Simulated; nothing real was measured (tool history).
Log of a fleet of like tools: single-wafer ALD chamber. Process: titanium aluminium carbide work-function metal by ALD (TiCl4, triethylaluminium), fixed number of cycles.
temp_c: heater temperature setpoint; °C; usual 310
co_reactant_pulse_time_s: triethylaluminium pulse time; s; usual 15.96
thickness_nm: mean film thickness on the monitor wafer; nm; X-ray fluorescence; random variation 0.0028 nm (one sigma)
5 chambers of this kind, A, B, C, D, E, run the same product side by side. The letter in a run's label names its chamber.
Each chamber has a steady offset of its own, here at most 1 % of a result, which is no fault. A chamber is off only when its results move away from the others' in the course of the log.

run   hour  temp_c  co_reactant_pulse_time_s  hours since the last thermocouple change  hours since the last triethylaluminium bottle change  read-back reference wafer on the same gauge, thickness_nm  thickness_nm
 1E    4.1     310                     15.96                                     871.3                                                 452.3                                                     2.2496        2.1376
 2C    7.7     310                     15.96                                    2738.3                                                 583.5                                                     2.2496        2.1533
 3D   10.7     310                     15.96                                     666.4                                                   292                                                     2.2492        2.1259
 4B   14.6     310                     15.96                                    1292.7                                                 539.2                                                     2.2485        2.1355
 5A   19.9     310                     15.96                                    1038.5                                                 677.4                                                     2.2486        2.1609
 6D   25.5     310                     15.96                                     681.2                                                 306.8                                                     2.2486        2.1291
 7E   31.4     300                        18                                     898.6                                                 479.6                                                     2.2481        2.0493
 8B   36.9     300                        18                                      1315                                                 561.5                                                     2.2468        2.0495
 9A   40.2     300                        18                                    1058.8                                                 697.7                                                     2.2473        2.0711
10C     44     300                        18                                    2774.6                                                 619.8                                                     2.2467         2.068
11E   48.2     300                        18                                     915.4                                                 496.4                                                     2.2472        2.0452
12B     52     310                     15.96                                    1330.1                                                 576.6                                                     2.2457        2.1322
13C   57.3     310                     15.96                                    2787.9                                                 633.1                                                     2.2455        2.1481
14A   62.6     310                     15.96                                    1081.2                                                 720.1                                                     2.2454        2.1565
15D   66.6     310                     15.96                                     722.3                                                 347.9                                                     2.2454        2.1287
16C   71.7     310                     10.91                                    2802.3                                                 647.5                                                      2.244        2.1042
17B   74.5     310                     10.91                                    1352.6                                                 599.1                                                     2.2448        2.0916
18D   77.7     310                     10.91                                     733.4                                                   359                                                     2.2445        2.0807
19A   80.9     310                     10.91                                    1099.5                                                 738.4                                                     2.2439        2.1124
20E   85.5     310                     10.91                                     952.7                                                 533.7                                                     2.2433          2.09
21E   88.7     310                     15.96                                     955.9                                                 536.9                                                     2.2436        2.1328
22C   92.8     310                     15.96                                    2823.4                                                 668.6                                                     2.2431        2.1436
23B   98.4     310                     15.96                                    1376.5                                                   623                                                     2.2431        2.1336
24A  103.6     310                     12.03                                    1122.2                                                 761.1                                                     2.2427        2.1276
25D  109.9     310                     12.03                                     765.6                                                 391.2                                                      2.242        2.0949
26D  115.3     310                     12.03                                       771                                                 396.6                                                     2.2414        2.0976
27C  119.4     310                     12.03                                      2850                                                 695.2                                                     2.2411        2.1123
28A  123.5     310                     12.03                                    1142.1                                                   781                                                     2.2408         2.128
29B  128.7     310                     15.96                                    1406.8                                                 653.3                                                     2.2405        2.1326
30E  133.3     318                     11.87                                    1000.5                                                 581.5                                                     2.2402        2.1719
31A  137.4     318                     11.87                                      1156                                                 794.9                                                     2.2395        2.1899
32B  142.1     318                     11.87                                    1420.2                                                 666.7                                                     2.2394        2.1712
33E  148.2     318                     11.87                                    1015.4                                                 596.4                                                      2.239        2.1691
34D  151.9     318                     11.87                                     807.6                                                 433.2                                                      2.239        2.1622
35C  156.3     310                     15.96                                    2886.9                                                 732.1                                                     2.2379        2.1377

Is one chamber off against the others, does the gauge drift, or is nothing wrong? If a chamber is off, say which, and what the likeliest cause is.

The gauge drifts, so all chambers seem to drift together. No chamber is off.
Cause: gauge reads low (%) = 0.527.

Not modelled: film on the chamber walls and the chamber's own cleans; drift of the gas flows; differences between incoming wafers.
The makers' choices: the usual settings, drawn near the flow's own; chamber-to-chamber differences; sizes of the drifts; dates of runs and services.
